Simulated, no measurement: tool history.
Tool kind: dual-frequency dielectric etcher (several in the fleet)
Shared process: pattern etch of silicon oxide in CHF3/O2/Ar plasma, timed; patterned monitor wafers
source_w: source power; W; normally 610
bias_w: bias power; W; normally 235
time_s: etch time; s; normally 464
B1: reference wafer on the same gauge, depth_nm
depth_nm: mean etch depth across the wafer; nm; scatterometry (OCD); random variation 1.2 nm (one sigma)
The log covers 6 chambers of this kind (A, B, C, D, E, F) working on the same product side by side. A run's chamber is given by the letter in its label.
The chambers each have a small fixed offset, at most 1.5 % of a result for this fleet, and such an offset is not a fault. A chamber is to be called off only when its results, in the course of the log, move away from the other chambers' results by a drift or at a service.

{"hour": 3.5, "done": "chamber D: wet clean of the chamber"}
{"run": "1D", "hour": 8.6, "source_w": 610, "bias_w": 235, "time_s": 464, "B1": 839.97, "depth_nm": 1012.4}
{"run": "2F", "hour": 15.8, "source_w": 610, "bias_w": 235, "time_s": 464, "B1": 839.64, "depth_nm": 1005.1}
{"run": "3E", "hour": 28.2, "source_w": 610, "bias_w": 235, "time_s": 464, "B1": 839.85, "depth_nm": 999.57}
{"run": "4C", "hour": 36.0, "source_w": 610, "bias_w": 235, "time_s": 464, "B1": 839.43, "depth_nm": 1009.8}
{"hour": 42.3, "done": "chamber F: source power generator calibrated"}
{"run": "5A", "hour": 48.8, "source_w": 610, "bias_w": 235, "time_s": 464, "B1": 839.39, "depth_nm": 1020.9}
{"run": "6B", "hour": 61.3, "source_w": 610, "bias_w": 235, "time_s": 464, "B1": 839.25, "depth_nm": 1020.2}
{"run": "7C", "hour": 74.1, "source_w": 610, "bias_w": 235, "time_s": 464, "B1": 839.14, "depth_nm": 1007.9}
{"run": "8A", "hour": 82.6, "source_w": 610, "bias_w": 235, "time_s": 464, "B1": 838.98, "depth_nm": 1019.5}
{"run": "9D", "hour": 91.4, "source_w": 610, "bias_w": 235, "time_s": 464, "B1": 839.01, "depth_nm": 1011.4}
{"run": "10E", "hour": 100.6, "source_w": 610, "bias_w": 235, "time_s": 464, "B1": 839, "depth_nm": 998.54}
{"hour": 100.7, "done": "chamber A: wet clean of the chamber"}
{"run": "11B", "hour": 111.8, "source_w": 610, "bias_w": 235, "time_s": 464, "B1": 838.77, "depth_nm": 1020.4}
{"run": "12F", "hour": 118.1, "source_w": 610, "bias_w": 235, "time_s": 464, "B1": 838.76, "depth_nm": 1006.2}
{"hour": 119.9, "done": "chamber E: wet clean of the chamber"}
{"run": "13A", "hour": 129.2, "source_w": 610, "bias_w": 235, "time_s": 464, "B1": 838.76, "depth_nm": 1020.4}
{"run": "14C", "hour": 140.2, "source_w": 610, "bias_w": 235, "time_s": 464, "B1": 838.21, "depth_nm": 1007}
{"run": "15D", "hour": 152.4, "source_w": 610, "bias_w": 235, "time_s": 464, "B1": 838.22, "depth_nm": 1011.5}
{"run": "16F", "hour": 158.2, "source_w": 610, "bias_w": 235, "time_s": 464, "B1": 838.14, "depth_nm": 1006.2}
{"run": "17E", "hour": 169.2, "source_w": 610, "bias_w": 235, "time_s": 464, "B1": 838.3, "depth_nm": 999.9}
{"hour": 176.0, "done": "chamber B: wet clean of the chamber"}
{"run": "18B", "hour": 177.8, "source_w": 610, "bias_w": 235, "time_s": 527.5, "B1": 837.97, "depth_nm": 1157}
{"hour": 187.8, "done": "chamber F: wet clean of the chamber"}
{"run": "19C", "hour": 188.7, "source_w": 610, "bias_w": 235, "time_s": 527.5, "B1": 838.17, "depth_nm": 1144.1}
{"run": "20F", "hour": 198.1, "source_w": 610, "bias_w": 235, "time_s": 527.5, "B1": 837.96, "depth_nm": 1143}
{"run": "21A", "hour": 210.4, "source_w": 610, "bias_w": 235, "time_s": 527.5, "B1": 837.88, "depth_nm": 1160.3}
{"run": "22B", "hour": 216.4, "source_w": 610, "bias_w": 235, "time_s": 527.5, "B1": 837.85, "depth_nm": 1158.1}
{"run": "23E", "hour": 222.6, "source_w": 610, "bias_w": 235, "time_s": 527.5, "B1": 837.52, "depth_nm": 1133.3}
{"run": "24D", "hour": 232.0, "source_w": 610, "bias_w": 253, "time_s": 464, "B1": 837.66, "depth_nm": 1035.6}
{"run": "25E", "hour": 243.4, "source_w": 610, "bias_w": 253, "time_s": 464, "B1": 837.09, "depth_nm": 1024.4}
{"run": "26B", "hour": 252.2, "source_w": 610, "bias_w": 253, "time_s": 464, "B1": 837.14, "depth_nm": 1044.3}
{"run": "27A", "hour": 264.8, "source_w": 610, "bias_w": 253, "time_s": 464, "B1": 836.85, "depth_nm": 1045}
{"run": "28C", "hour": 273.3, "source_w": 610, "bias_w": 253, "time_s": 464, "B1": 837.36, "depth_nm": 1033.4}
{"run": "29D", "hour": 280.6, "source_w": 610, "bias_w": 253, "time_s": 464, "B1": 836.99, "depth_nm": 1035.5}
{"run": "30F", "hour": 290.0, "source_w": 610, "bias_w": 264, "time_s": 525, "B1": 836.75, "depth_nm": 1186.8}
{"run": "31E", "hour": 298.9, "source_w": 610, "bias_w": 264, "time_s": 525, "B1": 836.79, "depth_nm": 1176.3}
{"run": "32B", "hour": 305.6, "source_w": 610, "bias_w": 264, "time_s": 525, "B1": 836.47, "depth_nm": 1198.9}
{"run": "33A", "hour": 313.3, "source_w": 610, "bias_w": 264, "time_s": 525, "B1": 836.86, "depth_nm": 1202.1}
{"run": "34D", "hour": 322.8, "source_w": 610, "bias_w": 264, "time_s": 525, "B1": 836.87, "depth_nm": 1190.3}
{"run": "35C", "hour": 331.4, "source_w": 610, "bias_w": 264, "time_s": 525, "B1": 836.48, "depth_nm": 1186.2}
{"run": "36F", "hour": 337.6, "source_w": 610, "bias_w": 235, "time_s": 464, "B1": 836.26, "depth_nm": 1004.6}
{"run": "37B", "hour": 346.3, "source_w": 610, "bias_w": 235, "time_s": 464, "B1": 836.29, "depth_nm": 1014.7}
{"run": "38A", "hour": 355.3, "source_w": 610, "bias_w": 235, "time_s": 464, "B1": 836.27, "depth_nm": 1017}
{"run": "39C", "hour": 362.8, "source_w": 610, "bias_w": 235, "time_s": 464, "B1": 836.22, "depth_nm": 1005.9}

Next, every chamber runs the same settings. What will each give?
{"run": "40A", "hour": 372.5, "source_w": 610, "bias_w": 235, "time_s": 464, "depth_nm": "?"}
{"run": "40B", "hour": 372.5, "source_w": 610, "bias_w": 235, "time_s": 464, "depth_nm": "?"}
{"run": "40C", "hour": 372.5, "source_w": 610, "bias_w": 235, "time_s": 464, "depth_nm": "?"}
{"run": "40D", "hour": 372.5, "source_w": 610, "bias_w": 235, "time_s": 464, "depth_nm": "?"}
{"run": "40E", "hour": 372.5, "source_w": 610, "bias_w": 235, "time_s": 464, "depth_nm": "?"}
{"run": "40F", "hour": 372.5, "source_w": 610, "bias_w": 235, "time_s": 464, "depth_nm": "?"}

run=40A depth_nm=1016.5
run=40B depth_nm=1015.7
run=40C depth_nm=1006.2
run=40D depth_nm=1006.2
run=40E depth_nm=993.67
run=40F depth_nm=1002
